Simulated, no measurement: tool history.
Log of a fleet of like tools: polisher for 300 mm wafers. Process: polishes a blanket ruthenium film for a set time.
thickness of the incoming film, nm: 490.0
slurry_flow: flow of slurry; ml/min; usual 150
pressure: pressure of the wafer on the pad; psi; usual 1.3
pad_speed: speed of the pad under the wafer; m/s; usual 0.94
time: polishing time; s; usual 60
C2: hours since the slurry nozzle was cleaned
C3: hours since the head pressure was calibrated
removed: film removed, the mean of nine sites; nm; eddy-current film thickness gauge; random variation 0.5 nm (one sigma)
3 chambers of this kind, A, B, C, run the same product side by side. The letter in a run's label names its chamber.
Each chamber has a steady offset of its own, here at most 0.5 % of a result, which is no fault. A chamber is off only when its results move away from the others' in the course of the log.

run 1B day=0.246 | slurry_flow=150 pressure=1.3 pad_speed=0.94 time=60 | wafers_polished_on_this_pad=377 C2=468.8 C3=166.6 | removed=33.953
run 2C day=0.533 | slurry_flow=150 pressure=1.3 pad_speed=0.94 time=60 | wafers_polished_on_this_pad=707 C2=541.2 C3=188.7 | removed=34.231
-- day=0.750 chamber B: slurry nozzle cleaned
run 3A day=0.917 | slurry_flow=150 pressure=1.3 pad_speed=0.94 time=60 | wafers_polished_on_this_pad=483 C2=242.7 C3=83.2 | removed=34.446
run 4A day=1.171 | slurry_flow=150 pressure=1.3 pad_speed=0.94 time=60 | wafers_polished_on_this_pad=545 C2=248.8 C3=89.3 | removed=34.442
-- day=1.433 chamber C: worn pad replaced by a new one
run 5B day=1.446 | slurry_flow=150 pressure=1.3 pad_speed=0.94 time=60 | wafers_polished_on_this_pad=672 C2=16.8 C3=195.4 | removed=33.992
run 6C day=1.838 | slurry_flow=150 pressure=0.9 pad_speed=1.14 time=60 | wafers_polished_on_this_pad=100 C2=572.5 C3=220.0 | removed=28.943
run 7A day=2.050 | slurry_flow=150 pressure=0.9 pad_speed=1.14 time=60 | wafers_polished_on_this_pad=762 C2=269.9 C3=110.4 | removed=29.263
run 8B day=2.429 | slurry_flow=150 pressure=0.9 pad_speed=1.14 time=60 | wafers_polished_on_this_pad=915 C2=40.4 C3=219.0 | removed=28.338
run 9C day=2.742 | slurry_flow=150 pressure=1.3 pad_speed=0.94 time=60 | wafers_polished_on_this_pad=323 C2=594.2 C3=241.7 | removed=35.044
run 10A day=3.000 | slurry_flow=150 pressure=1.3 pad_speed=0.94 time=60 | wafers_polished_on_this_pad=996 C2=292.7 C3=133.2 | removed=34.500
run 11C day=3.271 | slurry_flow=150 pressure=1.3 pad_speed=0.94 time=60 | wafers_polished_on_this_pad=453 C2=606.9 C3=254.4 | removed=34.231
-- day=3.317 chamber B: worn pad replaced by a new one
run 12B day=3.608 | slurry_flow=150 pressure=1.3 pad_speed=0.94 time=60 | wafers_polished_on_this_pad=72 C2=68.7 C3=247.3 | removed=34.306
run 13A day=3.779 | slurry_flow=150 pressure=1.3 pad_speed=0.94 time=60 | wafers_polished_on_this_pad=1188 C2=311.4 C3=151.9 | removed=34.349
run 14C day=4.021 | slurry_flow=150 pressure=1.3 pad_speed=0.94 time=60 | wafers_polished_on_this_pad=638 C2=624.9 C3=272.4 | removed=34.102
run 15B day=4.388 | slurry_flow=150 pressure=1.3 pad_speed=0.94 time=60 | wafers_polished_on_this_pad=264 C2=87.4 C3=266.0 | removed=34.515
run 16A day=4.617 | slurry_flow=150 pressure=1.3 pad_speed=0.94 time=60 | wafers_polished_on_this_pad=1394 C2=331.5 C3=172.0 | removed=34.878
run 17B day=4.812 | slurry_flow=150 pressure=1.8 pad_speed=1.24 time=60 | wafers_polished_on_this_pad=369 C2=97.6 C3=276.2 | removed=63.254
-- day=4.921 chamber C: worn pad replaced by a new one
run 18C day=5.021 | slurry_flow=150 pressure=1.8 pad_speed=1.24 time=60 | wafers_polished_on_this_pad=25 C2=648.9 C3=296.4 | removed=61.611
run 19B day=5.258 | slurry_flow=150 pressure=1.8 pad_speed=1.24 time=60 | wafers_polished_on_this_pad=479 C2=108.3 C3=286.9 | removed=63.541
-- day=5.442 chamber A: worn pad replaced by a new one
run 20A day=5.575 | slurry_flow=150 pressure=1.3 pad_speed=0.94 time=60 | wafers_polished_on_this_pad=33 C2=354.5 C3=195.0 | removed=33.979
run 21C day=5.846 | slurry_flow=150 pressure=1.3 pad_speed=0.94 time=60 | wafers_polished_on_this_pad=228 C2=668.7 C3=316.2 | removed=33.961
run 22A day=6.154 | slurry_flow=150 pressure=1.3 pad_speed=0.94 time=60 | wafers_polished_on_this_pad=176 C2=368.4 C3=208.9 | removed=34.845
run 23B day=6.371 | slurry_flow=150 pressure=1.3 pad_speed=0.94 time=60 | wafers_polished_on_this_pad=753 C2=135.0 C3=313.6 | removed=34.176
run 24C day=6.562 | slurry_flow=150 pressure=1.3 pad_speed=0.94 time=60 | wafers_polished_on_this_pad=405 C2=685.9 C3=333.4 | removed=34.614
run 25A day=6.946 | slurry_flow=150 pressure=1.3 pad_speed=0.94 time=60 | wafers_polished_on_this_pad=371 C2=387.4 C3=227.9 | removed=35.639
-- day=6.975 chamber C: slurry nozzle cleaned
run 26B day=7.150 | slurry_flow=150 pressure=1.3 pad_speed=0.94 time=60 | wafers_polished_on_this_pad=945 C2=153.7 C3=332.3 | removed=34.962
run 27C day=7.350 | slurry_flow=150 pressure=1.3 pad_speed=0.94 time=60 | wafers_polished_on_this_pad=599 C2=9.0 C3=352.3 | removed=33.692
run 28A day=7.688 | slurry_flow=150 pressure=1.3 pad_speed=0.94 time=60 | wafers_polished_on_this_pad=554 C2=405.2 C3=245.7 | removed=32.907
-- day=7.912 chamber B: worn pad replaced by a new one
run 29C day=7.962 | slurry_flow=150 pressure=1.3 pad_speed=0.94 time=60 | wafers_polished_on_this_pad=750 C2=23.7 C3=367.0 | removed=33.940
run 30B day=8.192 | slurry_flow=150 pressure=1.3 pad_speed=0.80 time=60 | wafers_polished_on_this_pad=69 C2=178.7 C3=357.3 | removed=30.028
-- day=8.321 chamber C: worn pad replaced by a new one
run 31C day=8.558 | slurry_flow=150 pressure=1.3 pad_speed=0.80 time=60 | wafers_polished_on_this_pad=59 C2=38.0 C3=381.3 | removed=29.144
run 32A day=8.942 | slurry_flow=150 pressure=1.3 pad_speed=0.80 time=60 | wafers_polished_on_this_pad=863 C2=435.3 C3=275.8 | removed=29.183
run 33B day=9.262 | slurry_flow=120 pressure=1.3 pad_speed=1.06 time=60 | wafers_polished_on_this_pad=332 C2=204.4 C3=383.0 | removed=36.959
run 34C day=9.604 | slurry_flow=120 pressure=1.3 pad_speed=1.06 time=60 | wafers_polished_on_this_pad=316 C2=63.1 C3=406.4 | removed=35.927
run 35A day=9.850 | slurry_flow=120 pressure=1.3 pad_speed=1.06 time=60 | wafers_polished_on_this_pad=1087 C2=457.1 C3=297.6 | removed=35.556
run 36B day=10.112 | slurry_flow=150 pressure=1.3 pad_speed=0.94 time=60 | wafers_polished_on_this_pad=542 C2=224.8 C3=403.4 | removed=34.597
run 37A day=10.425 | slurry_flow=170 pressure=1.3 pad_speed=0.68 time=60 | wafers_polished_on_this_pad=1228 C2=470.9 C3=311.4 | removed=25.956

Is one chamber off against the others, does the gauge drift, or is nothing wrong? If a chamber is off, say which, and what the likeliest cause is.

No chamber stands off beyond its own small offset, and the gauge holds steady.
